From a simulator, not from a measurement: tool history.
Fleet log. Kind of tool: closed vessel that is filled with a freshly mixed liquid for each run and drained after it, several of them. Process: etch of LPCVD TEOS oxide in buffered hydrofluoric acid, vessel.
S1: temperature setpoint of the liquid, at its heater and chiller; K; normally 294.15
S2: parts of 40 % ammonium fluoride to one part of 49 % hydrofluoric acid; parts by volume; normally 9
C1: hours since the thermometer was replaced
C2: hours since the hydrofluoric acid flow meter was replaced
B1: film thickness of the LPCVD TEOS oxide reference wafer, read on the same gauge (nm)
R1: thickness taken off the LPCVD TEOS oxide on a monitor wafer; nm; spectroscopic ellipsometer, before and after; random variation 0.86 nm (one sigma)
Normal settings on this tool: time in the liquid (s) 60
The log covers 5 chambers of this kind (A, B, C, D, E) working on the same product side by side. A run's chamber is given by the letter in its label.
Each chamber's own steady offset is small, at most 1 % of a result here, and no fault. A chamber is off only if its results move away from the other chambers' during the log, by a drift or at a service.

{"run": "1A", "hour": 8.5, "S1": 294.15, "S2": 9, "time in the liquid (s)": 60, "C1": 508.9, "C2": 242.2, "B1": 40.057, "R1": 107.04}
{"run": "2C", "hour": 13.5, "S1": 294.15, "S2": 9, "time in the liquid (s)": 60, "C1": 666.6, "C2": 765.7, "B1": 40.032, "R1": 105.04}
{"run": "3E", "hour": 21.9, "S1": 294.15, "S2": 9, "time in the liquid (s)": 60, "C1": 495.0, "C2": 205.5, "B1": 40.013, "R1": 106.48}
{"run": "4D", "hour": 29.3, "S1": 294.15, "S2": 9, "time in the liquid (s)": 60, "C1": 696.5, "C2": 1737.4, "B1": 39.963, "R1": 105.06}
{"run": "5B", "hour": 38.7, "S1": 294.15, "S2": 9, "time in the liquid (s)": 60, "C1": 91.9, "C2": 947.8, "B1": 40.039, "R1": 106.72}
{"run": "6C", "hour": 47.2, "S1": 294.15, "S2": 9, "time in the liquid (s)": 60, "C1": 700.3, "C2": 799.4, "B1": 39.969, "R1": 105.27}
{"hour": 48.3, "done": "chamber D: hydrofluoric acid flow meter replaced"}
{"run": "7B", "hour": 53.7, "S1": 294.15, "S2": 9, "time in the liquid (s)": 60, "C1": 106.9, "C2": 962.8, "B1": 40.033, "R1": 106.16}
{"hour": 57.2, "done": "chamber B: hydrofluoric acid flow meter replaced"}
{"run": "8D", "hour": 61.4, "S1": 294.15, "S2": 9, "time in the liquid (s)": 60, "C1": 728.6, "C2": 13.1, "B1": 39.968, "R1": 104.5}
{"run": "9A", "hour": 69.8, "S1": 294.15, "S2": 9, "time in the liquid (s)": 60, "C1": 570.2, "C2": 303.5, "B1": 39.994, "R1": 103.44}
{"run": "10E", "hour": 79.8, "S1": 294.15, "S2": 9, "time in the liquid (s)": 60, "C1": 552.9, "C2": 263.4, "B1": 40.038, "R1": 106.49}
{"hour": 80.2, "done": "chamber C: hydrofluoric acid flow meter replaced"}
{"run": "11E", "hour": 88.0, "S1": 294.15, "S2": 9, "time in the liquid (s)": 60, "C1": 561.1, "C2": 271.6, "B1": 39.968, "R1": 105.26}
{"hour": 89.3, "done": "chamber C: thermometer replaced"}
{"run": "12C", "hour": 93.0, "S1": 297.65, "S2": 9, "time in the liquid (s)": 95, "C1": 3.7, "C2": 12.9, "B1": 40.028, "R1": 205.05}
{"run": "13B", "hour": 99.1, "S1": 297.65, "S2": 9, "time in the liquid (s)": 95, "C1": 152.3, "C2": 42.0, "B1": 39.984, "R1": 202.09}
{"run": "14A", "hour": 104.8, "S1": 297.65, "S2": 9, "time in the liquid (s)": 95, "C1": 605.2, "C2": 338.5, "B1": 40.001, "R1": 196.3}
{"run": "15D", "hour": 111.1, "S1": 297.65, "S2": 9, "time in the liquid (s)": 95, "C1": 778.3, "C2": 62.8, "B1": 40.028, "R1": 201.83}
{"run": "16B", "hour": 118.2, "S1": 297.65, "S2": 9, "time in the liquid (s)": 95, "C1": 171.4, "C2": 61.1, "B1": 40.014, "R1": 205.94}
{"run": "17D", "hour": 127.3, "S1": 294.15, "S2": 9, "time in the liquid (s)": 60, "C1": 794.5, "C2": 79.0, "B1": 40.008, "R1": 102.74}
{"run": "18C", "hour": 132.1, "S1": 294.15, "S2": 9, "time in the liquid (s)": 60, "C1": 42.8, "C2": 52.0, "B1": 39.981, "R1": 106.45}
{"run": "19E", "hour": 136.5, "S1": 294.15, "S2": 9, "time in the liquid (s)": 60, "C1": 609.6, "C2": 320.1, "B1": 40.008, "R1": 104.63}
{"run": "20A", "hour": 145.1, "S1": 294.15, "S2": 9, "time in the liquid (s)": 60, "C1": 645.5, "C2": 378.8, "B1": 40.006, "R1": 100.28}
{"run": "21E", "hour": 149.8, "S1": 294.15, "S2": 9, "time in the liquid (s)": 60, "C1": 622.9, "C2": 333.4, "B1": 39.957, "R1": 104.37}
{"run": "22D", "hour": 159.9, "S1": 294.15, "S2": 9, "time in the liquid (s)": 60, "C1": 827.1, "C2": 111.6, "B1": 39.993, "R1": 104.98}
{"run": "23A", "hour": 168.4, "S1": 294.15, "S2": 9, "time in the liquid (s)": 60, "C1": 668.8, "C2": 402.1, "B1": 40.039, "R1": 99.853}
{"run": "24B", "hour": 173.1, "S1": 294.15, "S2": 9, "time in the liquid (s)": 60, "C1": 226.3, "C2": 116.0, "B1": 39.988, "R1": 106.58}
{"run": "25C", "hour": 180.8, "S1": 291.65, "S2": 9, "time in the liquid (s)": 60, "C1": 91.5, "C2": 100.7, "B1": 40.047, "R1": 92.258}
{"run": "26B", "hour": 186.2, "S1": 291.65, "S2": 9, "time in the liquid (s)": 60, "C1": 239.4, "C2": 129.1, "B1": 39.997, "R1": 93.099}
{"run": "27C", "hour": 194.5, "S1": 291.65, "S2": 9, "time in the liquid (s)": 60, "C1": 105.2, "C2": 114.4, "B1": 39.98, "R1": 93.225}
{"run": "28D", "hour": 200.6, "S1": 291.65, "S2": 9, "time in the liquid (s)": 60, "C1": 867.8, "C2": 152.3, "B1": 39.984, "R1": 91.434}
{"run": "29A", "hour": 208.1, "S1": 291.65, "S2": 9, "time in the liquid (s)": 60, "C1": 708.5, "C2": 441.8, "B1": 39.985, "R1": 84.779}
{"run": "30E", "hour": 214.0, "S1": 294.15, "S2": 12, "time in the liquid (s)": 60, "C1": 687.1, "C2": 397.6, "B1": 40.001, "R1": 81.315}

Next, every chamber runs the same settings. What will each give?
{"run": "31A", "hour": 221.3, "S1": 294.15, "S2": 9, "time in the liquid (s)": 60, "R1": "?"}
{"run": "31B", "hour": 221.3, "S1": 294.15, "S2": 9, "time in the liquid (s)": 60, "R1": "?"}
{"run": "31C", "hour": 221.3, "S1": 294.15, "S2": 9, "time in the liquid (s)": 60, "R1": "?"}
{"run": "31D", "hour": 221.3, "S1": 294.15, "S2": 9, "time in the liquid (s)": 60, "R1": "?"}
{"run": "31E", "hour": 221.3, "S1": 294.15, "S2": 9, "time in the liquid (s)": 60, "R1": "?"}

run=31A R1=97.829
run=31B R1=106.480
run=31C R1=106.090
run=31D R1=106.130
run=31E R1=105.180
